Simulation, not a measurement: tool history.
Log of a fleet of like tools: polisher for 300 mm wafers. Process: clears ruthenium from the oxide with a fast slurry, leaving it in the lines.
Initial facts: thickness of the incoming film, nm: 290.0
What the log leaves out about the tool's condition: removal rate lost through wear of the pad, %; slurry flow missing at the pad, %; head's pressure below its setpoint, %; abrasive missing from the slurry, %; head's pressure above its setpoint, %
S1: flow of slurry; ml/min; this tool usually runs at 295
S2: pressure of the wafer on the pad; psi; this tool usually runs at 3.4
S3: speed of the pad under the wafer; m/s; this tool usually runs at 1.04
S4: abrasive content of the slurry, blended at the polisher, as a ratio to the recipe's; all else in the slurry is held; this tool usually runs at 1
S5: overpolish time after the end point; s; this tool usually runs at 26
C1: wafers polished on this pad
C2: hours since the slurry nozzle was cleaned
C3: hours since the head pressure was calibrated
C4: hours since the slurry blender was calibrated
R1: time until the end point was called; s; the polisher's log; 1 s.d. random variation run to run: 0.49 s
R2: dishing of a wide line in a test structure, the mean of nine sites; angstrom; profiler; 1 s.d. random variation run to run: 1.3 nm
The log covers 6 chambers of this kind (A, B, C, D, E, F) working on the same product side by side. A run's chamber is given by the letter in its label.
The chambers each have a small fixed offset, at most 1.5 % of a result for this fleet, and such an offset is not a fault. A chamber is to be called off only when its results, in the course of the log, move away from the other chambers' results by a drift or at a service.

At day 0.079: chamber A: slurry blender recalibrated.
At day 0.379: chamber A: worn pad replaced by a new one.
Run 1F, day 0.383: usual settings; C1 773; C2 51.1; C3 620.5; C4 133.7. Result: R1 56.936 s, R2 962.16 angstrom.
Run 2E, day 0.717: usual settings; C1 643; C2 128.2; C3 198.0; C4 176.3. Result: R1 57.823 s, R2 911.54 angstrom.
Run 3C, day 0.971: usual settings; C1 320; C2 362.9; C3 34.6; C4 88.8. Result: R1 55.969 s, R2 927.72 angstrom.
At day 1.038: chamber E: slurry blender recalibrated.
Run 4D, day 1.292: usual settings; C1 622; C2 475.7; C3 347.7; C4 143.3. Result: R1 57.635 s, R2 920.74 angstrom.
At day 1.588: chamber F: worn pad replaced by a new one.
At day 1.692: chamber B: worn pad replaced by a new one.
Run 5A, day 1.692: usual settings but S2 4.4 psi; C1 274; C2 151.7; C3 420.6; C4 38.8. Result: R1 45.111 s, R2 1105.30 angstrom.
Run 6B, day 1.962: usual settings but S2 4.4 psi; C1 57; C2 331.4; C3 1290.2; C4 51.5. Result: R1 45.137 s, R2 1102.60 angstrom.
Run 7E, day 2.275: usual settings but S2 4.4 psi; C1 969; C2 165.6; C3 235.4; C4 29.8. Result: R1 44.719 s, R2 1119.20 angstrom.
Run 8B, day 2.583: usual settings but S2 4.4 psi; C1 187; C2 346.3; C3 1305.1; C4 66.4. Result: R1 45.643 s, R2 1141.10 angstrom.
Run 9C, day 2.983: usual settings but S2 4.4 psi; C1 741; C2 411.2; C3 82.9; C4 137.1. Result: R1 43.159 s, R2 1095.50 angstrom.
At day 3.021: chamber D: head pressure recalibrated.
Run 10F, day 3.288: usual settings but S2 4.4 psi; C1 356; C2 120.8; C3 690.2; C4 203.4. Result: R1 43.113 s, R2 1122.90 angstrom.
At day 3.292: chamber C: worn pad replaced by a new one.
Run 11A, day 3.638: usual settings; C1 681; C2 198.4; C3 467.3; C4 85.5. Result: R1 57.517 s, R2 916.23 angstrom.
At day 3.725: chamber D: worn pad replaced by a new one.
Run 12D, day 3.929: usual settings but S2 2.5 psi; C1 42; C2 539.0; C3 21.8; C4 206.6. Result: R1 79.674 s, R2 737.01 angstrom.
Run 13E, day 4.271: usual settings but S2 2.5 psi; C1 1386; C2 213.5; C3 283.3; C4 77.7. Result: R1 78.416 s, R2 757.95 angstrom.
At day 4.346: chamber F: slurry blender recalibrated.
Run 14A, day 4.567: usual settings but S2 2.5 psi; C1 876; C2 220.7; C3 489.6; C4 107.8. Result: R1 76.675 s, R2 715.62 angstrom.
Run 15C, day 4.925: usual settings but S2 2.5 psi; C1 342; C2 457.8; C3 129.5; C4 183.7. Result: R1 77.540 s, R2 701.92 angstrom.
Run 16B, day 5.104: usual settings but S2 2.5 psi; C1 714; C2 406.8; C3 1365.6; C4 126.9. Result: R1 77.499 s, R2 729.47 angstrom.
At day 5.158: chamber E: worn pad replaced by a new one.
Run 17F, day 5.308: usual settings but S2 2.5 psi; C1 779; C2 169.3; C3 738.7; C4 23.2. Result: R1 78.336 s, R2 724.45 angstrom.
Run 18D, day 5.492: usual settings; C1 369; C2 576.5; C3 59.3; C4 244.1. Result: R1 57.949 s, R2 913.92 angstrom.
Run 19E, day 5.833: usual settings; C1 141; C2 251.0; C3 320.8; C4 115.2. Result: R1 56.481 s, R2 946.97 angstrom.
At day 5.942: chamber B: head pressure recalibrated.
At day 6.050: chamber E: head pressure recalibrated.
Run 20B, day 6.121: usual settings; C1 927; C2 431.2; C3 4.4; C4 151.3. Result: R1 57.587 s, R2 939.16 angstrom.
At day 6.233: chamber F: worn pad replaced by a new one.
Run 21D, day 6.317: usual settings but S5 18 s; C1 542; C2 596.3; C3 79.1; C4 263.9. Result: R1 57.518 s, R2 703.92 angstrom.
Run 22A, day 6.512: usual settings but S5 18 s; C1 1283; C2 267.4; C3 536.3; C4 154.5. Result: R1 57.449 s, R2 678.59 angstrom.
Run 23C, day 6.700: usual settings but S5 18 s; C1 713; C2 500.4; C3 172.1; C4 226.3. Result: R1 56.697 s, R2 688.08 angstrom.
At day 6.758: chamber C: worn pad replaced by a new one.
Run 24F, day 6.921: usual settings but S5 18 s; C1 143; C2 208.0; C3 777.4; C4 61.9. Result: R1 56.479 s, R2 718.80 angstrom.
At day 7.038: chamber A: worn pad replaced by a new one.
Run 25E, day 7.112: usual settings but S5 18 s; C1 409; C2 281.7; C3 25.6; C4 145.9. Result: R1 56.970 s, R2 700.29 angstrom.
At day 7.171: chamber B: slurry blender recalibrated.
At day 7.312: chamber B: worn pad replaced by a new one.
At day 7.329: chamber D: slurry nozzle cleaned.
Run 26F, day 7.358: usual settings but S5 18 s; C1 235; C2 218.5; C3 787.9; C4 72.4. Result: R1 56.690 s, R2 700.13 angstrom.
Run 27B, day 7.704: usual settings; C1 82; C2 469.2; C3 42.4; C4 12.8. Result: R1 58.063 s, R2 903.83 angstrom.
Run 28C, day 7.942: usual settings; C1 247; C2 530.2; C3 201.9; C4 256.1. Result: R1 56.982 s, R2 905.76 angstrom.
Run 29A, day 8.204: usual settings but S1 335 ml/min, S5 38 s; C1 244; C2 308.0; C3 576.9; C4 195.1. Result: R1 56.794 s, R2 1203.60 angstrom.
Run 30D, day 8.558: usual settings but S1 335 ml/min, S5 38 s; C1 1011; C2 29.5; C3 132.9; C4 317.7. Result: R1 57.222 s, R2 1254.20 angstrom.
At day 8.662: chamber A: head pressure recalibrated.
Run 31D, day 8.900: usual settings but S1 335 ml/min, S5 38 s; C1 1082; C2 37.7; C3 141.1; C4 325.9. Result: R1 57.819 s, R2 1242.60 angstrom.
Run 32E, day 9.158: usual settings but S1 335 ml/min, S5 38 s; C1 837; C2 330.8; C3 74.7; C4 195.0. Result: R1 55.568 s, R2 1234.60 angstrom.
Run 33C, day 9.421: usual settings but S1 335 ml/min, S5 38 s; C1 557; C2 565.7; C3 237.4; C4 291.6. Result: R1 55.463 s, R2 1224.70 angstrom.
At day 9.662: chamber D: worn pad replaced by a new one.
At day 9.679: chamber E: slurry blender recalibrated.
Run 34B, day 9.708: usual settings but S1 335 ml/min, S5 38 s; C1 501; C2 517.3; C3 90.5; C4 60.9. Result: R1 57.032 s, R2 1229.60 angstrom.
At day 9.904: chamber A: slurry nozzle cleaned.
Run 35A, day 9.908: usual settings; C1 601; C2 0.2; C3 30.0; C4 236.0. Result: R1 55.819 s, R2 926.25 angstrom.
Run 36F, day 10.167: usual settings; C1 822; C2 285.9; C3 855.3; C4 139.8. Result: R1 56.776 s, R2 944.95 angstrom.
At day 10.308: chamber F: worn pad replaced by a new one.
Run 37A, day 10.567: usual settings; C1 739; C2 16.0; C3 45.8; C4 251.8. Result: R1 57.183 s, R2 914.06 angstrom.
Run 38B, day 10.767: usual settings; C1 722; C2 542.7; C3 115.9; C4 86.3. Result: R1 57.390 s, R2 930.17 angstrom.
Run 39F, day 11.138: usual settings; C1 173; C2 309.2; C3 878.6; C4 163.1. Result: R1 57.355 s, R2 934.21 angstrom.
Run 40D, day 11.488: usual settings; C1 381; C2 99.8; C3 203.2; C4 388.0. Result: R1 57.673 s, R2 942.02 angstrom.
Run 41E, day 11.750: usual settings; C1 1379; C2 393.0; C3 136.9; C4 49.7. Result: R1 57.321 s, R2 931.02 angstrom.

All 6 chambers run these settings next. Forecast each chamber's results:
Run 42A, day 12.046: usual settings but S1 260 ml/min. Result: R1 ?, R2 ?.
Run 42B, day 12.046: usual settings but S1 260 ml/min. Result: R1 ?, R2 ?.
Run 42C, day 12.046: usual settings but S1 260 ml/min. Result: R1 ?, R2 ?.
Run 42D, day 12.046: usual settings but S1 260 ml/min. Result: R1 ?, R2 ?.
Run 42E, day 12.046: usual settings but S1 260 ml/min. Result: R1 ?, R2 ?.
Run 42F, day 12.046: usual settings but S1 260 ml/min. Result: R1 ?, R2 ?.

run      R1      R2
42A  57.828  884.17
42B  57.723  920.14
42C  57.796  919.38
42D  57.770  929.88
42E  56.570  926.13
42F  58.102  923.35

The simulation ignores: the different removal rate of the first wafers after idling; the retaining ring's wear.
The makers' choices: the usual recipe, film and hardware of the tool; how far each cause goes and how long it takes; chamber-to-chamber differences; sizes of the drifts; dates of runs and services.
